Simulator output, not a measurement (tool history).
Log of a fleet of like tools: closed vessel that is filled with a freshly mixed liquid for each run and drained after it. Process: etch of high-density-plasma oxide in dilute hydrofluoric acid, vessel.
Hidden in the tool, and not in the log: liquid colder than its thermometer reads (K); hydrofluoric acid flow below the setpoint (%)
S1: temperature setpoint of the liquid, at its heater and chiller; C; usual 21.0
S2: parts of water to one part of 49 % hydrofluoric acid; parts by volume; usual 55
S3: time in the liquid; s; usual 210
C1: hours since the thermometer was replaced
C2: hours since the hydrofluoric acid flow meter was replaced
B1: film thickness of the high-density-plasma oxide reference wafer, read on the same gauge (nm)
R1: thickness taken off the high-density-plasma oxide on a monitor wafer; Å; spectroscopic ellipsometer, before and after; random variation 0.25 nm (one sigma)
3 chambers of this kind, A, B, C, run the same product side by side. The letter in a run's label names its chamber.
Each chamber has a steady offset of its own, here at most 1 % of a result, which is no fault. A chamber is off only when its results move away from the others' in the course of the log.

Run 1B, hour 3.9: usual settings; C1 52.0; C2 1127.2; B1 150.01. Result: R1 329.85 Å.
Run 2A, hour 8.3: usual settings; C1 401.2; C2 365.2; B1 149.99. Result: R1 334.07 Å.
Run 3C, hour 11.4: usual settings; C1 745.4; C2 626.6; B1 150.00. Result: R1 331.42 Å.
Run 4A, hour 14.1: usual settings; C1 407.0; C2 371.0; B1 150.00. Result: R1 336.92 Å.
Run 5B, hour 17.8: usual settings; C1 65.9; C2 1141.1; B1 150.01. Result: R1 338.45 Å.
Run 6C, hour 21.7: usual settings; C1 755.7; C2 636.9; B1 150.00. Result: R1 335.74 Å.
Run 7A, hour 24.9: usual settings but S1 25.5 C; C1 417.8; C2 381.8; B1 150.04. Result: R1 400.23 Å.
Run 8B, hour 28.7: usual settings but S1 25.5 C; C1 76.8; C2 1152.0; B1 149.98. Result: R1 405.57 Å.
Run 9C, hour 32.6: usual settings but S1 25.5 C; C1 766.6; C2 647.8; B1 150.02. Result: R1 405.06 Å.
Run 10A, hour 36.3: usual settings; C1 429.2; C2 393.2; B1 150.02. Result: R1 336.32 Å.
Run 11C, hour 41.0: usual settings; C1 775.0; C2 656.2; B1 149.99. Result: R1 331.81 Å.
Run 12B, hour 44.9: usual settings; C1 93.0; C2 1168.2; B1 150.03. Result: R1 337.43 Å.
Run 13C, hour 48.9: usual settings; C1 782.9; C2 664.1; B1 150.00. Result: R1 332.46 Å.
Run 14B, hour 51.2: usual settings; C1 99.3; C2 1174.5; B1 150.00. Result: R1 335.00 Å.
At hour 53.4: chamber A: hydrofluoric acid flow meter replaced.
Run 15A, hour 55.9: usual settings; C1 448.8; C2 2.6; B1 149.98. Result: R1 336.01 Å.
Run 16A, hour 59.5: usual settings; C1 452.4; C2 6.2; B1 149.99. Result: R1 333.31 Å.
Run 17B, hour 62.0: usual settings; C1 110.1; C2 1185.3; B1 150.01. Result: R1 336.10 Å.
Run 18C, hour 64.6: usual settings; C1 798.6; C2 679.8; B1 150.02. Result: R1 326.81 Å.
Run 19A, hour 67.7: usual settings; C1 460.6; C2 14.4; B1 150.02. Result: R1 337.99 Å.
Run 20C, hour 71.8: usual settings; C1 805.8; C2 687.0; B1 149.99. Result: R1 321.66 Å.
Run 21B, hour 74.3: usual settings; C1 122.4; C2 1197.6; B1 150.00. Result: R1 335.06 Å.
Run 22A, hour 76.7: usual settings; C1 469.6; C2 23.4; B1 149.99. Result: R1 337.86 Å.
Run 23C, hour 81.4: usual settings; C1 815.4; C2 696.6; B1 150.02. Result: R1 324.59 Å.
Run 24B, hour 84.6: usual settings; C1 132.7; C2 1207.9; B1 150.01. Result: R1 336.46 Å.
Run 25C, hour 88.0: usual settings but S1 25.0 C; C1 822.0; C2 703.2; B1 150.01. Result: R1 380.04 Å.
Run 26A, hour 91.2: usual settings but S1 25.0 C; C1 484.1; C2 37.9; B1 150.03. Result: R1 397.64 Å.
Run 27B, hour 95.0: usual settings but S1 25.0 C; C1 143.1; C2 1218.3; B1 149.99. Result: R1 392.69 Å.
Run 28C, hour 99.6: usual settings; C1 833.6; C2 714.8; B1 149.99. Result: R1 316.36 Å.
Run 29A, hour 103.7: usual settings; C1 496.6; C2 50.4; B1 150.01. Result: R1 336.59 Å.
Run 30B, hour 108.2: usual settings; C1 156.3; C2 1231.5; B1 149.98. Result: R1 331.90 Å.
Run 31C, hour 112.1: usual settings but S2 45 parts by volume, S3 95 s; C1 846.1; C2 727.3; B1 150.00. Result: R1 175.59 Å.
Run 32B, hour 114.9: usual settings but S2 45 parts by volume, S3 95 s; C1 163.0; C2 1238.2; B1 150.01. Result: R1 185.68 Å.

All 3 chambers run these settings next. Forecast each chamber's results:
Run 33A, hour 118.3: usual settings. Result: R1 ?.
Run 33B, hour 118.3: usual settings. Result: R1 ?.
Run 33C, hour 118.3: usual settings. Result: R1 ?.

run      R1
33A  335.95
33B  336.48
33C  307.46
